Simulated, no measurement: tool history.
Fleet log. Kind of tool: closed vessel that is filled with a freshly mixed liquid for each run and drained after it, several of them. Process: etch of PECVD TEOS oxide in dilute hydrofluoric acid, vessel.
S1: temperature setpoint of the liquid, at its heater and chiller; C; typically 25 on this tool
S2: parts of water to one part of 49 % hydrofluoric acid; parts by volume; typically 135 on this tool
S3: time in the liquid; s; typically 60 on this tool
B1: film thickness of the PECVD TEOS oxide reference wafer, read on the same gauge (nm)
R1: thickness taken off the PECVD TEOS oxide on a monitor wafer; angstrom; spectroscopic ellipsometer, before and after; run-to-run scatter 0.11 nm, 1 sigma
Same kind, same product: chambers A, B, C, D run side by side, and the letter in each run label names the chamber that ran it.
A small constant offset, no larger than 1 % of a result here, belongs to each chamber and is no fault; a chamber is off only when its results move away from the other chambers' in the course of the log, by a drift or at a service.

run 1A hour=12.8 | S1=25 S2=135 S3=60 | B1=79.991 | R1=125.65
run 2C hour=20.5 | S1=25 S2=135 S3=60 | B1=79.976 | R1=123.44
run 3B hour=29.4 | S1=25 S2=135 S3=60 | B1=80.026 | R1=126.86
run 4D hour=37.4 | S1=25 S2=135 S3=60 | B1=79.989 | R1=123.04
run 5D hour=43.5 | S1=25 S2=135 S3=60 | B1=79.996 | R1=125.23
run 6C hour=53.4 | S1=25 S2=135 S3=60 | B1=80.009 | R1=124.78
run 7A hour=60.7 | S1=25 S2=135 S3=60 | B1=80.012 | R1=127.1
run 8B hour=73.5 | S1=25 S2=135 S3=60 | B1=79.992 | R1=126.09
run 9D hour=83 | S1=25 S2=135 S3=60 | B1=80.007 | R1=124.36
run 10A hour=94.1 | S1=25 S2=135 S3=60 | B1=79.982 | R1=127.06
run 11C hour=104 | S1=25 S2=135 S3=60 | B1=79.988 | R1=126
run 12B hour=115.4 | S1=25 S2=135 S3=60 | B1=79.999 | R1=128.93
run 13C hour=125.4 | S1=25 S2=135 S3=60 | B1=80.018 | R1=124.93
run 14D hour=134.8 | S1=25 S2=135 S3=60 | B1=79.995 | R1=124.01
run 15B hour=145.2 | S1=25 S2=135 S3=60 | B1=80.012 | R1=127.78
run 16A hour=157.4 | S1=25 S2=135 S3=60 | B1=79.989 | R1=126.54
run 17C hour=170.6 | S1=25 S2=135 S3=60 | B1=79.985 | R1=124.58
run 18D hour=181 | S1=23 S2=205 S3=60 | B1=79.992 | R1=68.922
run 19A hour=189.9 | S1=23 S2=205 S3=60 | B1=80.008 | R1=70.956
run 20B hour=198.6 | S1=23 S2=205 S3=60 | B1=80.018 | R1=72.855
-- hour=202.6 chamber C: hydrofluoric acid flow meter replaced
-- hour=203.8 chamber D: thermometer replaced
run 21C hour=205.6 | S1=23 S2=205 S3=60 | B1=80 | R1=67.479
run 22D hour=214.9 | S1=25 S2=135 S3=60 | B1=80.005 | R1=126.01
run 23B hour=223 | S1=21.5 S2=135 S3=45 | B1=80.008 | R1=82.638
run 24A hour=235.1 | S1=21.5 S2=135 S3=45 | B1=79.988 | R1=82.886
run 25A hour=243.6 | S1=21.5 S2=135 S3=45 | B1=80.009 | R1=81.903
run 26B hour=252.9 | S1=21.5 S2=135 S3=45 | B1=79.991 | R1=83.547
run 27C hour=263.2 | S1=25 S2=135 S3=60 | B1=80.003 | R1=118.27
run 28D hour=274.2 | S1=25 S2=135 S3=60 | B1=80.012 | R1=125.98
run 29A hour=287.3 | S1=25 S2=135 S3=60 | B1=79.999 | R1=125.89
run 30B hour=300.1 | S1=25 S2=135 S3=60 | B1=80.006 | R1=127.45
run 31D hour=308.5 | S1=25 S2=135 S3=60 | B1=79.986 | R1=125.84
run 32C hour=317.7 | S1=25 S2=135 S3=60 | B1=79.976 | R1=117.42
run 33A hour=330.7 | S1=25 S2=135 S3=60 | B1=80.005 | R1=124.22
run 34D hour=338.5 | S1=25 S2=135 S3=60 | B1=80.005 | R1=126.13

Does one chamber stand apart from the rest, does the shared gauge drift, or is all well apart from small per-chamber offsets? Give the chamber and the most likely cause, where there is one.

It is chamber C that slowly wanders off from its peers.
Likeliest cause: liquid colder than its thermometer reads (K) = 2.41.

Chamber C could run next with any of the 4 candidate recipes listed below; each alters the usual settings, and their results appear as question marks. Which one brings its results back in line with what the other chambers deliver on the usual settings?
In-line tolerance around the mean of the other chambers on the usual settings: R1 3.9 angstrom
run 35C-1 hour=348.6 | S1=22.5 S2=135 S3=60 | R1=?
run 35C-2 hour=348.6 | S1=24.5 S2=160 S3=60 | R1=?
run 35C-3 hour=348.6 | S1=25 S2=120 S3=65 | R1=?
run 35C-4 hour=348.6 | S1=25.5 S2=135 S3=65 | R1=?

Other chambers, usual settings, mean: R1 126.13 angstrom
run=35C-1 R1=103.03
run=35C-2 R1=91.464
run=35C-3 R1=141.01
run=35C-4 R1=125.57
With 35C-4, the chamber falls back in line with the rest.

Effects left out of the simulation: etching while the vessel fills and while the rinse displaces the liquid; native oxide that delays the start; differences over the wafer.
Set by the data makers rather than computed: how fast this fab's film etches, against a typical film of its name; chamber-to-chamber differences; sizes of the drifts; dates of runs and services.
